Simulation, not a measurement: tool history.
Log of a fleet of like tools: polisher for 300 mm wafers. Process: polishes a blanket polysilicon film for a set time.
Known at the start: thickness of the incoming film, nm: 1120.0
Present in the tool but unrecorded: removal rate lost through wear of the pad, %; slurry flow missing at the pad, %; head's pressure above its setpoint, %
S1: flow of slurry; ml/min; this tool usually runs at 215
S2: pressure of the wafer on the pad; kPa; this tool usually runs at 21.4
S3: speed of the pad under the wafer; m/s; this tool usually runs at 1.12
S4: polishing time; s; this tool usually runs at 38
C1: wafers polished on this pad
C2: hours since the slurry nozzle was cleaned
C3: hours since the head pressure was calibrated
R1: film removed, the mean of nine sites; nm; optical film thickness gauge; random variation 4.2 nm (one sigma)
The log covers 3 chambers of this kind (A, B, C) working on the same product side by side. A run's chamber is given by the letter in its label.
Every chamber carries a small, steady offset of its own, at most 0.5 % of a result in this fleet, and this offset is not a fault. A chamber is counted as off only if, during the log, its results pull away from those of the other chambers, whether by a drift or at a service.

Run 1C, hour 9.4: usual settings; C1 151; C2 244.6; C3 208.2. Result: R1 326.53 nm.
Run 2B, hour 16.4: usual settings; C1 753; C2 172.4; C3 246.4. Result: R1 321.08 nm.
Run 3A, hour 31.5: usual settings; C1 1134; C2 447; C3 320.1. Result: R1 324.02 nm.
At hour 39.1: chamber A: worn pad replaced by a new one.
Run 4B, hour 41.7: usual settings; C1 958; C2 197.7; C3 271.7. Result: R1 326.64 nm.
Run 5A, hour 54.9: usual settings but S3 0.74 m/s, S4 43 s; C1 128; C2 470.4; C3 343.5. Result: R1 246.15 nm.
At hour 70: chamber B: worn pad replaced by a new one.
Run 6C, hour 70.4: usual settings but S3 0.74 m/s, S4 43 s; C1 645; C2 305.6; C3 269.2. Result: R1 247.72 nm.
Run 7C, hour 83.7: usual settings but S3 0.74 m/s, S4 43 s; C1 752; C2 318.9; C3 282.5. Result: R1 247.82 nm.
At hour 93.7: chamber C: slurry nozzle cleaned.
Run 8B, hour 98.1: usual settings; C1 228; C2 254.1; C3 328.1. Result: R1 320.53 nm.
Run 9A, hour 111.7: usual settings; C1 588; C2 527.2; C3 400.3. Result: R1 324.9 nm.
Run 10C, hour 119.6: usual settings; C1 1043; C2 26; C3 318.4. Result: R1 328.27 nm.
Run 11B, hour 134: usual settings; C1 518; C2 290; C3 364. Result: R1 328.87 nm.
Run 12A, hour 142.1: usual settings; C1 834; C2 557.6; C3 430.7. Result: R1 323.43 nm.
At hour 150: chamber C: worn pad replaced by a new one.
Run 13A, hour 157.8: usual settings; C1 961; C2 573.3; C3 446.4. Result: R1 327.23 nm.
Run 14C, hour 164.9: usual settings; C1 120; C2 71.3; C3 363.7. Result: R1 319.24 nm.
Run 15B, hour 177.7: usual settings; C1 872; C2 333.7; C3 407.7. Result: R1 323.83 nm.
Run 16A, hour 187.1: usual settings; C1 1198; C2 602.6; C3 475.7. Result: R1 315.08 nm.
At hour 193.5: chamber A: head pressure recalibrated.
At hour 193.9: chamber A: worn pad replaced by a new one.
Run 17B, hour 195.3: usual settings; C1 1014; C2 351.3; C3 425.3. Result: R1 325.23 nm.
Run 18C, hour 210.2: usual settings; C1 487; C2 116.6; C3 409. Result: R1 318.16 nm.
Run 19C, hour 224.7: usual settings; C1 604; C2 131.1; C3 423.5. Result: R1 329.79 nm.
Run 20B, hour 234.1: usual settings; C1 1328; C2 390.1; C3 464.1. Result: R1 326.53 nm.
At hour 234.3: chamber B: worn pad replaced by a new one.
Run 21A, hour 248.8: usual settings; C1 444; C2 664.3; C3 55.3. Result: R1 307.21 nm.
Run 22B, hour 257.6: usual settings but S2 16.5 kPa, S4 28 s; C1 188; C2 413.6; C3 487.6. Result: R1 188.65 nm.
Run 23C, hour 267.3: usual settings but S2 16.5 kPa, S4 28 s; C1 949; C2 173.7; C3 466.1. Result: R1 186.68 nm.
Run 24A, hour 275.6: usual settings but S2 16.5 kPa, S4 28 s; C1 661; C2 691.1; C3 82.1. Result: R1 173.13 nm.
Run 25C, hour 283.8: usual settings; C1 1082; C2 190.2; C3 482.6. Result: R1 327.57 nm.
Run 26B, hour 291.8: usual settings but S2 13.8 kPa; C1 465; C2 447.8; C3 521.8. Result: R1 207.27 nm.
Run 27A, hour 299.5: usual settings but S2 13.8 kPa; C1 854; C2 715; C3 106. Result: R1 201.44 nm.
Run 28A, hour 307.4: usual settings but S2 13.8 kPa; C1 918; C2 722.9; C3 113.9. Result: R1 198.5 nm.
Run 29C, hour 315.6: usual settings; C1 1339; C2 222; C3 514.4. Result: R1 323.01 nm.
Run 30B, hour 329.3: usual settings; C1 768; C2 485.3; C3 559.3. Result: R1 325.08 nm.
At hour 332: chamber C: worn pad replaced by a new one.
Run 31A, hour 343.5: usual settings; C1 1210; C2 759; C3 150. Result: R1 306.79 nm.
Run 32C, hour 352.5: usual settings; C1 166; C2 258.9; C3 551.3. Result: R1 322.52 nm.
Run 33B, hour 365.3: usual settings; C1 1059; C2 521.3; C3 595.3. Result: R1 331.14 nm.

Is one chamber off against the others, does the gauge drift, or is nothing wrong? If a chamber is off, say which, and what the likeliest cause is.

Chamber A drifts away from the others.
Likeliest cause: slurry flow missing at the pad, % = 39.3.

Below are 4 candidate recipes for chamber A's next run, each the usual settings with a change, their results shown as question marks. Which of them brings A's results back in line with what the other chambers give on the usual settings?
Allowed miss from the other chambers' usual-settings mean, per result, to count as in line: R1 15 nm
Run 34A-1, hour 376.9: usual settings but S1 210 ml/min, S3 0.96 m/s. Result: R1 ?.
Run 34A-2, hour 376.9: usual settings but S1 210 ml/min, S3 1.04 m/s. Result: R1 ?.
Run 34A-3, hour 376.9: usual settings but S2 22.1 kPa, S3 1.14 m/s, S4 39 s. Result: R1 ?.
Run 34A-4, hour 376.9: usual settings but S2 22.8 kPa, S3 1.18 m/s, S4 40 s. Result: R1 ?.

The mean the other chambers reach with the usual settings: R1 325.16 nm
  run      R1
34A-1  256.49
34A-2  277.99
34A-3  324.65
34A-4  355.62
The right change is 34A-3: it brings the chamber back within the allowed miss of the others.
